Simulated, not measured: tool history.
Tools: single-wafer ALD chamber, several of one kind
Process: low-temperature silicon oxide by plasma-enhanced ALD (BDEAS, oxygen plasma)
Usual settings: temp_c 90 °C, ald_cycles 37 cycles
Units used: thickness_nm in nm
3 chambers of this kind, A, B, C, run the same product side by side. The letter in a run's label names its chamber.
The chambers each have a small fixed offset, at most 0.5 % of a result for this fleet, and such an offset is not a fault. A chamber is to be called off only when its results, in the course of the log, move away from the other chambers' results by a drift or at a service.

run,day,temp_c,ald_cycles,"read-back reference wafer on the same gauge, thickness_nm",thickness_nm
1B,0.254,90,37,6.108,5.5114
2C,0.421,90,37,6.1072,5.4857
3A,0.65,90,37,6.1107,5.5024
4B,0.812,90,37,6.1091,5.4816
5C,0.992,90,37,6.1088,5.4664
6A,1.179,90,37,6.1096,5.4927
7B,1.296,90,37,6.1108,5.5046
8C,1.525,90,37,6.1103,5.4966
9A,1.758,90,37,6.1117,5.489
10A,2.021,90,37,6.1103,5.4895
11C,2.192,90,37,6.1107,5.4735
12B,2.421,90,37,6.1093,5.4897
# day 2.65: chamber C: thermocouple changed; heater temperature recalibrated
13B,2.658,90,37,6.1085,5.4974
14C,2.838,90,30,6.1087,4.44
15A,3.004,90,30,6.1088,4.4569
16B,3.258,90,30,6.111,4.4379
17C,3.45,90,37,6.111,5.4968
18A,3.679,90,37,6.1122,5.4814
19A,3.904,90,37,6.11,5.4962
20B,4.033,90,37,6.1079,5.5061
21C,4.15,90,37,6.1101,5.4611
22A,4.421,90,37,6.1103,5.4995
23C,4.575,90,37,6.1081,5.4659
24B,4.742,81,37,6.1086,5.6498
25A,4.888,81,37,6.1084,5.664
26C,5.021,81,37,6.1099,5.6533
27B,5.196,90,37,6.1107,5.5016
28C,5.333,90,37,6.1085,5.4791
29A,5.562,90,37,6.1087,5.5019
30B,5.717,90,37,6.1065,5.4966
31B,5.979,90,37,6.1116,5.5126
32A,6.229,90,37,6.1105,5.5051

Next, all 3 chambers run the settings below, one line each with question marks for the results. What does each chamber give?
33A,6.425,97,37,,?
33B,6.425,97,37,,?
33C,6.425,97,37,,?

run,thickness_nm
33A,5.3613
33B,5.3686
33C,5.3322

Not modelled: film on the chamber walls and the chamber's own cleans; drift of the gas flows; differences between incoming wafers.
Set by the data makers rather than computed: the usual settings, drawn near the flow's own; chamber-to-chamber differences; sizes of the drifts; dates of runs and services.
